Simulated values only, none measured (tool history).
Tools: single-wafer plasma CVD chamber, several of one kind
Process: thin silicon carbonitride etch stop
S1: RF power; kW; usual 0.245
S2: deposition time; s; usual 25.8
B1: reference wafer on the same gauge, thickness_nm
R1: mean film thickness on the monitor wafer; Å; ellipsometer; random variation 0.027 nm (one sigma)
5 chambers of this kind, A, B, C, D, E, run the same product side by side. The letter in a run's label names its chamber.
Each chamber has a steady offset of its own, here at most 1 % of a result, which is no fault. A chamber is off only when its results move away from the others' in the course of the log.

run,hour,S1,S2,B1,R1
1D,8.2,0.245,25.8,17.395,156.2
2C,14,0.245,25.8,17.387,154.7
3A,18.2,0.245,25.8,17.389,154.47
4B,25.3,0.245,25.8,17.385,157.15
5E,31.3,0.245,25.8,17.379,154.79
6C,35.8,0.245,25.8,17.38,154.61
7E,42.7,0.245,25.8,17.377,155.13
8B,48.1,0.27,25.8,17.378,161.96
9A,56.7,0.27,25.8,17.369,158.74
10D,60.9,0.27,25.8,17.361,160.91
11A,66.2,0.27,25.8,17.37,159.12
12E,72.8,0.27,25.8,17.359,159.1
13B,81.9,0.245,25.8,17.355,156.93
14D,88.9,0.245,25.8,17.35,156.52
# hour 92.9: chamber A: thermocouple changed; heater temperature recalibrated
15C,95,0.245,25.8,17.338,154
16A,99.2,0.245,25.8,17.339,154.76
17B,104.5,0.245,25.8,17.334,156.24
18E,110.8,0.245,25.8,17.343,154.22
19D,116.9,0.245,25.8,17.328,155.94
20C,123,0.28,30,17.324,186.17
21B,132.2,0.28,30,17.335,189.8
22A,141,0.28,30,17.324,186.52
23E,145.7,0.28,30,17.314,187.08
24D,154.4,0.28,30,17.317,188.27
25C,160.8,0.245,25.8,17.314,154.07
26B,166.5,0.245,25.8,17.299,155.96
27A,174.4,0.245,25.8,17.294,154.16
28E,183.5,0.245,25.8,17.298,153.85
29C,188.2,0.245,25.8,17.294,153.7
30D,194.9,0.245,25.8,17.291,155.68
31D,199.3,0.245,25.8,17.288,155.17
32E,208.7,0.245,25.8,17.272,153.14

What goes on in this fleet: one chamber off, a drifting gauge, or nothing beyond the chambers' own small offsets? Name the chamber and the cause, if any.

The gauge drifts, so all chambers seem to drift together. No chamber is off.
Cause: gauge reads low (%) = 0.718.
